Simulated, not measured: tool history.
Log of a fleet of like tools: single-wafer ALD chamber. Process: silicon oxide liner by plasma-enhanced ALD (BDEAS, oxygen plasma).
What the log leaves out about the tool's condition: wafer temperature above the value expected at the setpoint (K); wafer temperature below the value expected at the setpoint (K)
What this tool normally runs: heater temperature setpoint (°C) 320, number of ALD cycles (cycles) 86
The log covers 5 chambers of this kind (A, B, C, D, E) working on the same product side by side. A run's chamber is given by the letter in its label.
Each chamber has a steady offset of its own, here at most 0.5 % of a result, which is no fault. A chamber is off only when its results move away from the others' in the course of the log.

run	hour	heater temperature setpoint (°C)	number of ALD cycles (cycles)	hours since the last thermocouple change	read-back reference wafer on the same gauge, thickness_nm	mean film thickness on the monitor wafer (angstrom)
1C	6.6	320	86	1056.3	6.3109	77.421
2D	13.1	320	86	251.4	6.3145	78.4
3E	18.5	320	86	120.6	6.3154	77.496
4A	23	320	86	2101	6.3137	77.459
5B	30	320	86	821.4	6.3143	78.197
6B	36.1	320	86	827.5	6.3158	78.012
7D	40.4	320	86	278.7	6.3215	78.28
8C	47.2	326	75	1096.9	6.3192	67.044
9E	53.3	326	75	155.4	6.3207	66.905
10A	60.8	326	75	2138.8	6.3242	67.159
11A	67	326	75	2145	6.3225	67.318
12D	73.6	326	75	311.9	6.3273	67.594
13C	79	320	86	1128.7	6.3272	77.612
14B	85.5	320	86	876.9	6.3312	78.177
15E	92.6	320	86	194.7	6.3329	77.782
16C	99	320	86	1148.7	6.3286	77.62
17A	106.2	320	86	2184.2	6.3319	78.046
18D	112.4	320	86	350.7	6.3315	78.37
19B	119.6	320	86	911	6.3352	78.507
20E	123.9	320	86	226	6.3381	77.868
21B	129	320	86	920.4	6.3366	78.312
22D	135.4	320	86	373.7	6.3377	78.64
23A	141.6	320	86	2219.6	6.3436	78.053
24E	150.4	320	86	252.5	6.3401	77.674
25C	155.6	320	86	1205.3	6.3428	77.848
26C	162.5	320	86	1212.2	6.3445	77.966
27A	169.2	320	86	2247.2	6.3496	77.901
28D	176.6	320	86	414.9	6.3509	78.767
29B	183.8	320	86	975.2	6.3489	78.548
30E	191	320	86	293.1	6.3519	78.057
31B	197	320	86	988.4	6.3518	78.764
32D	202.6	320	99	440.9	6.3541	90.48

What goes on in this fleet: one chamber off, a drifting gauge, or nothing beyond the chambers' own small offsets? Name the chamber and the cause, if any.

Every chamber seems to shift together because the gauge that measures them all drifts; the chambers themselves are fine.
Likeliest cause: gauge reads high (%) = 0.706.
